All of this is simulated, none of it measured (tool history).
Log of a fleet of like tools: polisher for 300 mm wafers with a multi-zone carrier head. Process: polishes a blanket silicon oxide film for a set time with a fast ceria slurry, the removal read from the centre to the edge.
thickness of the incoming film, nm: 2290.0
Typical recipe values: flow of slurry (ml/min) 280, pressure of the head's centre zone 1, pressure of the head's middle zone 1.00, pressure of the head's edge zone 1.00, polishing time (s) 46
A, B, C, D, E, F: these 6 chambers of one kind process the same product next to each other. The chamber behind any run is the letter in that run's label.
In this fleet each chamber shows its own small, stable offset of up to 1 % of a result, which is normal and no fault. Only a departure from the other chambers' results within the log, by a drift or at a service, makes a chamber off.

run	hour	flow of slurry (ml/min)	pressure of the head's centre zone	pressure of the head's middle zone	pressure of the head's edge zone	polishing time (s)	wafers polished on this pad	hours since the slurry nozzle was cleaned	hours since the centre zone pressure was calibrated	hours since the edge zone pressure was calibrated	film removed at the wafer's centre (nm)	film removed at mid-radius (nm)	film removed at the wafer's edge (nm)
# hour 1.4: chamber C: edge zone pressure recalibrated
# hour 3.2: chamber D: worn pad replaced by a new one
1E	7.5	280	1	1.00	1.00	46	513	331.1	218.5	625.6	507.44	505.03	505.70
2A	16.0	280	1	1.00	1.00	46	282	54.9	58.6	800.1	504.03	503.22	512.30
# hour 24.6: chamber F: edge zone pressure recalibrated
3F	26.9	280	1	1.00	1.00	46	349	338.5	643.8	2.4	494.39	503.34	504.46
# hour 32.0: chamber D: slurry nozzle cleaned
4D	38.5	280	1	1.00	1.00	46	297	6.6	696.8	433.5	510.31	498.42	515.80
# hour 38.7: chamber B: worn pad replaced by a new one
5C	48.7	280	1	1.00	1.00	46	514	486.1	337.0	47.3	493.21	502.46	509.33
# hour 58.0: chamber C: worn pad replaced by a new one
6B	60.3	280	1	1.00	1.00	46	182	627.2	225.2	620.1	489.47	496.22	500.78
# hour 61.2: chamber A: worn pad replaced by a new one
# hour 64.7: chamber F: worn pad replaced by a new one
7E	67.2	280	1	1.00	1.00	46	1016	390.8	278.2	685.3	496.93	501.53	502.18
8F	78.1	280	1	1.00	1.00	46	113	389.7	695.0	53.6	499.48	504.64	499.36
9D	86.8	280	1	1.00	1.00	46	704	54.9	745.1	481.8	502.30	500.65	514.38
10C	99.7	280	1	1.00	1.00	46	351	537.1	388.0	98.3	500.67	513.72	503.53
11B	108.0	280	1	1.00	1.00	46	584	674.9	272.9	667.8	503.23	496.76	503.54
12A	116.3	325	1	1.00	1.00	34	465	155.2	158.9	900.4	372.81	379.63	380.50
# hour 122.1: chamber E: worn pad replaced by a new one
13D	127.1	325	1	1.00	1.00	34	1044	95.2	785.4	522.1	379.30	375.87	378.51
# hour 130.1: chamber B: worn pad replaced by a new one
14A	136.1	325	1	1.00	1.00	34	632	175.0	178.7	920.2	384.36	378.33	375.10
15E	145.6	325	1	1.00	1.00	34	198	469.2	356.6	763.7	376.79	377.71	377.86
# hour 145.7: chamber C: worn pad replaced by a new one
# hour 148.3: chamber A: worn pad replaced by a new one
# hour 152.1: chamber F: worn pad replaced by a new one
16F	159.5	325	1	1.00	1.00	34	62	471.1	776.4	135.0	373.91	380.79	372.73
17B	167.8	325	1	1.00	1.00	34	318	734.7	332.7	727.6	371.35	372.15	377.30
# hour 169.6: chamber D: centre zone pressure recalibrated
18C	178.9	280	1	1.00	1.00	46	279	616.3	467.2	177.5	501.20	493.61	517.45
19A	187.8	280	1	1.09	1.09	46	333	226.7	230.4	971.9	521.75	537.96	535.13
# hour 187.9: chamber D: worn pad replaced by a new one
20C	194.1	280	1	1.09	1.09	46	408	631.5	482.4	192.7	495.34	551.20	525.64
21D	204.3	280	1	1.09	1.09	46	138	172.4	34.7	599.3	508.54	553.51	546.84
# hour 204.4: chamber B: edge zone pressure recalibrated
22E	214.3	280	1	1.09	1.09	46	777	537.9	425.3	832.4	475.52	545.86	523.70
# hour 214.7: chamber B: worn pad replaced by a new one
23B	221.9	280	1	1.09	1.09	46	60	788.8	386.8	17.6	505.96	544.24	517.54
# hour 230.3: chamber A: worn pad replaced by a new one
24F	230.9	280	1	1.09	1.09	46	664	542.5	847.8	206.4	496.55	543.96	521.96
# hour 232.6: chamber C: worn pad replaced by a new one
25B	239.5	280	1	1.00	1.00	46	209	806.4	404.4	35.2	482.60	504.50	504.03
26F	246.9	280	1	1.00	1.00	46	799	558.5	863.8	222.4	498.24	499.92	499.82
# hour 251.0: chamber E: edge zone pressure recalibrated
# hour 253.0: chamber F: worn pad replaced by a new one
27E	253.8	280	1	1.00	1.00	46	1110	577.4	464.8	2.8	473.87	517.09	502.59
28A	262.4	280	1	1.00	1.00	46	270	301.3	305.0	1046.5	502.42	503.85	506.59
29D	272.5	240	1	1.00	1.00	46	713	240.6	102.9	667.5	503.01	491.36	504.46
# hour 278.4: chamber C: centre zone pressure recalibrated
30C	282.0	240	1	1.00	1.00	46	417	719.4	3.7	280.6	485.63	503.24	502.01
# hour 291.8: chamber B: worn pad replaced by a new one
31F	292.8	240	1	1.00	1.00	46	335	604.4	909.7	268.3	493.47	494.46	488.08
# hour 302.2: chamber A: worn pad replaced by a new one
32A	304.1	240	1	1.00	1.00	46	16	343.0	346.7	1088.2	490.60	491.66	505.93
# hour 314.5: chamber E: worn pad replaced by a new one
33E	315.4	240	1	1.00	1.00	46	8	639.0	526.4	64.4	441.89	496.99	494.57
# hour 321.3: chamber C: worn pad replaced by a new one
34B	322.7	240	1	1.00	1.00	46	260	889.6	487.6	118.4	478.29	496.41	490.80
# hour 326.3: chamber A: edge zone pressure recalibrated
35C	335.6	280	1	1.00	1.00	46	120	773.0	57.3	334.2	499.05	505.44	509.80
36D	344.9	280	1	1.00	1.00	46	1323	313.0	175.3	739.9	513.65	490.85	506.20
# hour 348.9: chamber F: worn pad replaced by a new one
37F	355.5	280	1	1.00	1.00	46	55	667.1	972.4	331.0	507.72	509.46	500.21
38B	369.1	280	1	1.00	1.00	46	652	936.0	534.0	164.8	492.56	498.67	500.98
# hour 373.8: chamber D: worn pad replaced by a new one
# hour 379.5: chamber A: worn pad replaced by a new one
39A	379.6	280	1	1.00	1.00	46	1	418.5	422.2	53.3	500.79	508.47	509.66
40E	389.9	280	1	1.00	1.00	46	636	713.5	600.9	138.9	428.63	519.49	511.12
41D	399.7	280	1	1.00	1.00	46	218	367.8	230.1	794.7	514.86	497.00	500.87

The same settings go to every chamber for the next run, one line per chamber below. Forecast the results for each:
42A	409.9	280	1	1.00	1.00	46					?	?	?
42B	409.9	280	1	1.00	1.00	46					?	?	?
42C	409.9	280	1	1.00	1.00	46					?	?	?
42D	409.9	280	1	1.00	1.00	46					?	?	?
42E	409.9	280	1	1.00	1.00	46					?	?	?
42F	409.9	280	1	1.00	1.00	46					?	?	?

run	film removed at the wafer's centre (nm)	film removed at mid-radius (nm)	film removed at the wafer's edge (nm)
42A	513.56	507.78	507.88
42B	496.32	499.98	494.27
42C	483.77	509.57	502.65
42D	506.77	501.17	503.28
42E	446.47	510.57	502.59
42F	507.08	506.19	500.21
